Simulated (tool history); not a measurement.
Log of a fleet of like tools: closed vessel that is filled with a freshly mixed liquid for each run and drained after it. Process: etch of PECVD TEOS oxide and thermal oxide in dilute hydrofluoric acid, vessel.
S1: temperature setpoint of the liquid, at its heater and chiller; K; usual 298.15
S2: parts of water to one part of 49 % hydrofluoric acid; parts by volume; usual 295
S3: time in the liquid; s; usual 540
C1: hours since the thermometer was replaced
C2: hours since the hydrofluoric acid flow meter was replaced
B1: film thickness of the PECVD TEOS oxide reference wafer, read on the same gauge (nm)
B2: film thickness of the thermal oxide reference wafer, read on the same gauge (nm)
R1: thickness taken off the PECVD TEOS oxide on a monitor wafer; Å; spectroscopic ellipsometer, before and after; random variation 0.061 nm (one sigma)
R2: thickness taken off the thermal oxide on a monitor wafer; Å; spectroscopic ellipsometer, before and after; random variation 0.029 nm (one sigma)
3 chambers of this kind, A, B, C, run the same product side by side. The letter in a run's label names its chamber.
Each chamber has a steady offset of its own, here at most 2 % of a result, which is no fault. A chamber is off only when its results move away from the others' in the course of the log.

run	hour	S1	S2	S3	C1	C2	B1	B2	R1	R2
1A	7.6	298.15	295	540	441.3	147.1	49.969	110.01	155.81	76.675
2B	17.1	298.15	295	540	287.2	711.5	50.027	109.95	158.67	76.071
3C	25.7	298.15	295	540	2296	455.2	50.003	110.01	155.71	76.238
4B	36.4	298.15	295	540	306.5	730.8	49.998	110.03	158.89	75.851
5A	49.6	298.15	295	540	483.3	189.1	50.005	110	155.23	76.546
6C	61.3	298.15	295	540	2331.6	490.8	49.962	110.01	156.35	76.648
7B	74.3	298.15	295	540	344.4	768.7	50.041	110	158.75	76.112
8A	85.3	298.15	295	540	519	224.8	50.009	110	156.03	76.302
9C	96.5	298.15	295	540	2366.8	526	49.989	109.99	156.46	75.987
10A	102.8	298.15	295	540	536.5	242.3	50.024	109.99	155.9	76.374
11B	115.9	298.15	155	310	386	810.3	49.988	109.99	204.27	97.363
# hour 121.7: chamber A: thermometer replaced
12C	126.3	298.15	155	310	2396.6	555.8	49.98	109.99	200.27	98.185
13B	133.9	298.15	155	310	404	828.3	50.032	110.01	204.65	97.037
14A	146.3	298.15	295	540	24.6	285.8	50.031	109.99	155.31	77.01
15C	158	298.15	295	540	2428.3	587.5	50.023	110	155.85	76.16
16C	167.7	298.15	295	540	2438	597.2	49.981	110	156.07	76.556
17B	175	298.15	295	540	445.1	869.4	50.015	110.01	158.7	75.73
18A	185.3	298.15	295	540	63.6	324.8	49.996	109.99	156.38	76.758
19B	193.1	293.65	295	645	463.2	887.5	49.991	109.99	161.58	77.296
20C	204.7	293.65	295	645	2475	634.2	50.026	110.02	157.78	78.373
21A	217.6	293.65	295	645	95.9	357.1	49.969	110	158.31	78.111

All 3 chambers run these settings next. Forecast each chamber's results:
22A	227.5	298.15	295	540					?	?
22B	227.5	298.15	295	540					?	?
22C	227.5	298.15	295	540					?	?

run	R1	R2
22A	156.53	76.972
22B	158.98	76.054
22C	156.63	75.679
